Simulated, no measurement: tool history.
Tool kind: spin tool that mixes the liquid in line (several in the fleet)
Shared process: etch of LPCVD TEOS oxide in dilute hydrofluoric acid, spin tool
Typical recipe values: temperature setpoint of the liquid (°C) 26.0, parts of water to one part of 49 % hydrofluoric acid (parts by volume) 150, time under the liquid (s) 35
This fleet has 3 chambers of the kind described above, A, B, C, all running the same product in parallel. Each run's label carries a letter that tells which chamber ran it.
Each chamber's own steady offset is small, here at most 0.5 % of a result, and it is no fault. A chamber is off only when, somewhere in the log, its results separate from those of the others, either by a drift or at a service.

run,hour,temperature setpoint of the liquid (°C),parts of water to one part of 49 % hydrofluoric acid (parts by volume),time under the liquid (s),hours since the thermometer was replaced,hours since the hydrofluoric acid flow meter was replaced,"read-back film thickness of the LPCVD TEOS oxide reference wafer, read on the same gauge (nm)",thickness taken off the LPCVD TEOS oxide on a monitor wafer (angstrom)
1C,10.1,26.0,150,35,38.0,447.7,139.99,130.210
2B,18.4,26.0,150,35,2436.9,589.9,140.03,130.430
3A,27.4,26.0,150,35,492.8,91.4,139.97,129.850
4A,33.3,26.0,150,35,498.7,97.3,139.98,129.650
5C,40.7,26.0,215,35,68.6,478.3,139.99,83.956
6B,47.7,26.0,215,35,2466.2,619.2,140.01,83.816
7C,58.8,26.0,215,35,86.7,496.4,140.00,84.274
8A,65.5,26.0,150,35,530.9,129.5,140.04,128.810
9B,75.5,26.0,150,15,2494.0,647.0,139.96,55.597
10B,81.4,26.0,150,15,2499.9,652.9,140.01,55.889
11C,87.7,26.0,150,15,115.6,525.3,140.04,55.729
12A,96.0,26.0,150,35,561.4,160.0,140.00,130.460
13C,103.3,26.0,150,35,131.2,540.9,140.00,129.550
14B,115.5,26.0,150,35,2534.0,687.0,140.00,130.890
15A,128.2,26.0,175,45,593.6,192.2,140.02,138.920
16B,138.5,26.0,175,45,2557.0,710.0,139.98,139.480
17A,146.3,26.0,175,45,611.7,210.3,140.03,139.040
18C,158.8,26.0,150,35,186.7,596.4,139.98,129.530
# hour 167.7: chamber A: thermometer replaced
19A,171.8,29.0,150,35,4.2,235.8,140.01,145.090
# hour 180.3: chamber B: thermometer replaced
20C,180.6,29.0,150,35,208.5,618.2,140.00,145.000
21B,190.1,29.0,150,35,9.9,761.6,139.98,145.580
22A,197.3,26.0,150,35,29.7,261.3,140.01,129.660
23B,207.3,26.0,150,35,27.1,778.8,140.04,130.000
24C,215.8,26.0,150,35,243.7,653.4,139.99,129.740
25A,228.7,26.0,150,35,61.1,292.7,139.97,130.070
# hour 231.9: chamber B: hydrofluoric acid flow meter replaced
26C,237.9,26.0,150,35,265.8,675.5,140.03,130.980
27B,244.2,26.0,150,35,64.0,12.3,139.95,130.300
28C,251.6,26.0,150,35,279.5,689.2,139.99,130.460
29B,263.9,26.0,150,35,83.7,32.0,139.95,131.180
30A,271.4,26.0,150,35,103.8,335.4,139.98,130.170

What goes on in this fleet: one chamber off, a drifting gauge, or nothing beyond the chambers' own small offsets? Name the chamber and the cause, if any.

Neither any chamber nor the gauge drifts; the chambers differ only by their own small, steady offsets.
